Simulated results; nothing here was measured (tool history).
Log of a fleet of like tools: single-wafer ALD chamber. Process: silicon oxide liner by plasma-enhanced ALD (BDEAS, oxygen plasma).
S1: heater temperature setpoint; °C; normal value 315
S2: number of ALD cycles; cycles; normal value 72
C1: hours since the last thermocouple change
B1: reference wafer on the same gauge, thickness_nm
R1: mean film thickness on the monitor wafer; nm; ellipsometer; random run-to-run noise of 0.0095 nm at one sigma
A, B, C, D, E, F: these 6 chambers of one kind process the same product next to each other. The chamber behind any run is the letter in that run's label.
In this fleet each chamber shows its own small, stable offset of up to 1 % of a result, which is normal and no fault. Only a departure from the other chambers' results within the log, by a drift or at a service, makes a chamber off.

run 1A hour=3.2 | S1=315 S2=72 | C1=1245 | B1=6.8607 | R1=6.5833
run 2D hour=6.4 | S1=315 S2=72 | C1=80.4 | B1=6.8584 | R1=6.6331
run 3B hour=9.7 | S1=315 S2=72 | C1=1051.1 | B1=6.8562 | R1=6.5296
run 4F hour=12.2 | S1=315 S2=72 | C1=1770.6 | B1=6.8538 | R1=6.5327
run 5E hour=15.1 | S1=315 S2=72 | C1=174.2 | B1=6.8583 | R1=6.5562
run 6C hour=19.1 | S1=315 S2=72 | C1=2149.2 | B1=6.8509 | R1=6.5756
run 7F hour=21.4 | S1=315 S2=72 | C1=1779.8 | B1=6.8518 | R1=6.5447
run 8B hour=24.1 | S1=315 S2=72 | C1=1065.5 | B1=6.8515 | R1=6.5264
run 9A hour=26 | S1=315 S2=72 | C1=1267.8 | B1=6.8533 | R1=6.5701
run 10C hour=29.5 | S1=320 S2=72 | C1=2159.6 | B1=6.8476 | R1=6.5361
run 11D hour=31.4 | S1=320 S2=72 | C1=105.4 | B1=6.8499 | R1=6.55
run 12E hour=35.4 | S1=320 S2=72 | C1=194.5 | B1=6.8473 | R1=6.52
run 13A hour=38 | S1=320 S2=72 | C1=1279.8 | B1=6.8456 | R1=6.5214
run 14D hour=41.2 | S1=320 S2=72 | C1=115.2 | B1=6.8456 | R1=6.5498
run 15E hour=45.4 | S1=320 S2=72 | C1=204.5 | B1=6.846 | R1=6.5244
run 16C hour=48.9 | S1=315 S2=72 | C1=2179 | B1=6.8421 | R1=6.5877
run 17F hour=51.1 | S1=315 S2=72 | C1=1809.5 | B1=6.8438 | R1=6.5284
run 18B hour=53.9 | S1=315 S2=72 | C1=1095.3 | B1=6.8412 | R1=6.5081
run 19C hour=56.3 | S1=315 S2=72 | C1=2186.4 | B1=6.8405 | R1=6.5835
run 20F hour=60.2 | S1=315 S2=72 | C1=1818.6 | B1=6.8365 | R1=6.4939
run 21A hour=63.1 | S1=301 S2=66 | C1=1304.9 | B1=6.8371 | R1=6.1373
run 22D hour=66.4 | S1=301 S2=66 | C1=140.4 | B1=6.836 | R1=6.1782
run 23B hour=68.3 | S1=301 S2=66 | C1=1109.7 | B1=6.8355 | R1=6.0932
run 24E hour=71.6 | S1=301 S2=66 | C1=230.7 | B1=6.8354 | R1=6.1258
run 25B hour=74.4 | S1=301 S2=66 | C1=1115.8 | B1=6.8314 | R1=6.0917
run 26D hour=78 | S1=301 S2=66 | C1=152 | B1=6.8318 | R1=6.1682
run 27E hour=82 | S1=315 S2=72 | C1=241.1 | B1=6.8285 | R1=6.5461
run 28C hour=85.2 | S1=315 S2=72 | C1=2215.3 | B1=6.8273 | R1=6.5809
run 29A hour=88.9 | S1=315 S2=72 | C1=1330.7 | B1=6.8274 | R1=6.5511
run 30F hour=92.5 | S1=315 S2=72 | C1=1850.9 | B1=6.8253 | R1=6.4884
run 31A hour=95.6 | S1=315 S2=72 | C1=1337.4 | B1=6.8273 | R1=6.5336
run 32B hour=97.5 | S1=315 S2=72 | C1=1138.9 | B1=6.8221 | R1=6.5054
run 33E hour=101.7 | S1=323 S2=72 | C1=260.8 | B1=6.8237 | R1=6.4561
run 34F hour=103.6 | S1=323 S2=72 | C1=1862 | B1=6.8233 | R1=6.4247
run 35D hour=106.6 | S1=323 S2=72 | C1=180.6 | B1=6.8218 | R1=6.5033
run 36C hour=109.5 | S1=323 S2=72 | C1=2239.6 | B1=6.8215 | R1=6.4826

Does one chamber stand apart from the rest, does the shared gauge drift, or is all well apart from small per-chamber offsets? Give the chamber and the most likely cause, where there is one.

The gauge drifts, so all chambers seem to drift together. No chamber is off.
What lies behind it: gauge reads low (%) = 0.598.
